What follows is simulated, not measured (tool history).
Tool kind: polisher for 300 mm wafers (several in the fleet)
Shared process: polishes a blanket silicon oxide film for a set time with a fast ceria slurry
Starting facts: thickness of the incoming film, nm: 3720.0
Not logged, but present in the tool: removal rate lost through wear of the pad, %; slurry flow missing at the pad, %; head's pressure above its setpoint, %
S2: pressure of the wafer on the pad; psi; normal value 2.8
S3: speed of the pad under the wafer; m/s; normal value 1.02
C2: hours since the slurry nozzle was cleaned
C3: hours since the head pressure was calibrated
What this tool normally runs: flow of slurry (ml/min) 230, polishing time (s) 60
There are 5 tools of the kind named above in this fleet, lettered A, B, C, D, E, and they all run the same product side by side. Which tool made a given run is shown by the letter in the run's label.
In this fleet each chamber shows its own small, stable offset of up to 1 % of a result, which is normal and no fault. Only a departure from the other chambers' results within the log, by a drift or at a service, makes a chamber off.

Run 1B, day 0.167: usual settings; wafers polished on this pad 1227; C2 143.3; C3 719.2. Result: film removed (Å) 8050.2.
At day 0.212: chamber B: worn pad replaced by a new one.
At day 0.246: chamber C: worn pad replaced by a new one.
Run 2E, day 0.258: usual settings; wafers polished on this pad 131; C2 442.4; C3 173.4. Result: film removed (Å) 8155.7.
Run 3D, day 0.429: usual settings; wafers polished on this pad 475; C2 194; C3 32.8. Result: film removed (Å) 8012.7.
At day 0.475: chamber A: worn pad replaced by a new one.
Run 4A, day 0.546: usual settings; wafers polished on this pad 11; C2 275.7; C3 697.8. Result: film removed (Å) 8302.1.
Run 5C, day 0.658: usual settings but polishing time (s) 69; wafers polished on this pad 64; C2 30.7; C3 216.7. Result: film removed (Å) 9468.5.
Run 6E, day 0.808: usual settings but polishing time (s) 69; wafers polished on this pad 217; C2 455.6; C3 186.6. Result: film removed (Å) 9461.7.
Run 7A, day 0.95: usual settings but polishing time (s) 69; wafers polished on this pad 74; C2 285.4; C3 707.5. Result: film removed (Å) 9251.1.
Run 8D, day 1.096: usual settings but polishing time (s) 69; wafers polished on this pad 580; C2 210; C3 48.8. Result: film removed (Å) 9113.3.
Run 9C, day 1.217: usual settings but polishing time (s) 69; wafers polished on this pad 152; C2 44.1; C3 230.1. Result: film removed (Å) 9358.7.
Run 10B, day 1.396: usual settings; wafers polished on this pad 186; C2 172.8; C3 748.7. Result: film removed (Å) 8222.8.
At day 1.412: chamber D: slurry nozzle cleaned.
Run 11D, day 1.5: usual settings; wafers polished on this pad 643; C2 2.2; C3 58.5. Result: film removed (Å) 8161.5.
Run 12B, day 1.612: usual settings; wafers polished on this pad 219; C2 178; C3 753.9. Result: film removed (Å) 8361.9.
Run 13A, day 1.729: usual settings; wafers polished on this pad 196; C2 304.1; C3 726.2. Result: film removed (Å) 8257.1.
Run 14E, day 1.917: usual settings; wafers polished on this pad 391; C2 482.2; C3 213.2. Result: film removed (Å) 8172.3.
At day 1.971: chamber D: worn pad replaced by a new one.
Run 15C, day 2.067: usual settings; wafers polished on this pad 285; C2 64.5; C3 250.5. Result: film removed (Å) 8061.2.
Run 16C, day 2.258: usual settings; wafers polished on this pad 315; C2 69.1; C3 255.1. Result: film removed (Å) 8095.5.
At day 2.404: chamber E: worn pad replaced by a new one.
Run 17E, day 2.446: usual settings; wafers polished on this pad 6; C2 494.9; C3 225.9. Result: film removed (Å) 8169.9.
Run 18B, day 2.562: usual settings; wafers polished on this pad 368; C2 200.8; C3 776.7. Result: film removed (Å) 8404.2.
Run 19D, day 2.679: usual settings; wafers polished on this pad 111; C2 30.5; C3 86.8. Result: film removed (Å) 8156.5.
Run 20A, day 2.775: usual settings; wafers polished on this pad 360; C2 329.2; C3 751.3. Result: film removed (Å) 8048.4.
Run 21C, day 2.971: usual settings; wafers polished on this pad 427; C2 86.2; C3 272.2. Result: film removed (Å) 8185.
Run 22E, day 3.121: usual settings but flow of slurry (ml/min) 175, S3 1.3 m/s; wafers polished on this pad 112; C2 511.1; C3 242.1. Result: film removed (Å) 9975.2.
Run 23B, day 3.275: usual settings but flow of slurry (ml/min) 175, S3 1.3 m/s; wafers polished on this pad 480; C2 217.9; C3 793.8. Result: film removed (Å) 10872.
At day 3.279: chamber A: head pressure recalibrated.
Run 24A, day 3.371: usual settings but flow of slurry (ml/min) 175, S3 1.3 m/s; wafers polished on this pad 454; C2 343.5; C3 2.3. Result: film removed (Å) 9998.5.
Run 25D, day 3.458: usual settings but flow of slurry (ml/min) 175, S3 1.3 m/s; wafers polished on this pad 233; C2 49.2; C3 105.5. Result: film removed (Å) 10063.
Run 26A, day 3.562: usual settings but flow of slurry (ml/min) 175, S3 1.3 m/s; wafers polished on this pad 484; C2 348.1; C3 6.9. Result: film removed (Å) 10049.
Run 27B, day 3.758: usual settings; wafers polished on this pad 556; C2 229.5; C3 805.4. Result: film removed (Å) 8983.7.
Run 28D, day 3.938: usual settings; wafers polished on this pad 308; C2 60.7; C3 117. Result: film removed (Å) 8007.
Run 29C, day 4.1: usual settings; wafers polished on this pad 604; C2 113.3; C3 299.3. Result: film removed (Å) 8075.5.
Run 30E, day 4.204: usual settings; wafers polished on this pad 282; C2 537.1; C3 268.1. Result: film removed (Å) 7942.7.
At day 4.208: chamber C: worn pad replaced by a new one.
Run 31B, day 4.362: usual settings; wafers polished on this pad 651; C2 244; C3 819.9. Result: film removed (Å) 8787.5.
Run 32C, day 4.454: usual settings; wafers polished on this pad 38; C2 121.8; C3 307.8. Result: film removed (Å) 8005.4.
Run 33D, day 4.612: usual settings; wafers polished on this pad 414; C2 76.9; C3 133.2. Result: film removed (Å) 8014.6.
Run 34A, day 4.804: usual settings; wafers polished on this pad 678; C2 377.9; C3 36.7. Result: film removed (Å) 8207.2.
Run 35E, day 4.992: usual settings; wafers polished on this pad 406; C2 556; C3 287. Result: film removed (Å) 8132.8.

Next, every chamber runs the same settings. What will each give?
Run 36A, day 5.133: usual settings. Result: film removed (Å) ?.
Run 36B, day 5.133: usual settings. Result: film removed (Å) ?.
Run 36C, day 5.133: usual settings. Result: film removed (Å) ?.
Run 36D, day 5.133: usual settings. Result: film removed (Å) ?.
Run 36E, day 5.133: usual settings. Result: film removed (Å) ?.

run  film removed (Å)
36A            8192.1
36B            8914.4
36C            8052.2
36D            7959.9
36E            8217.5
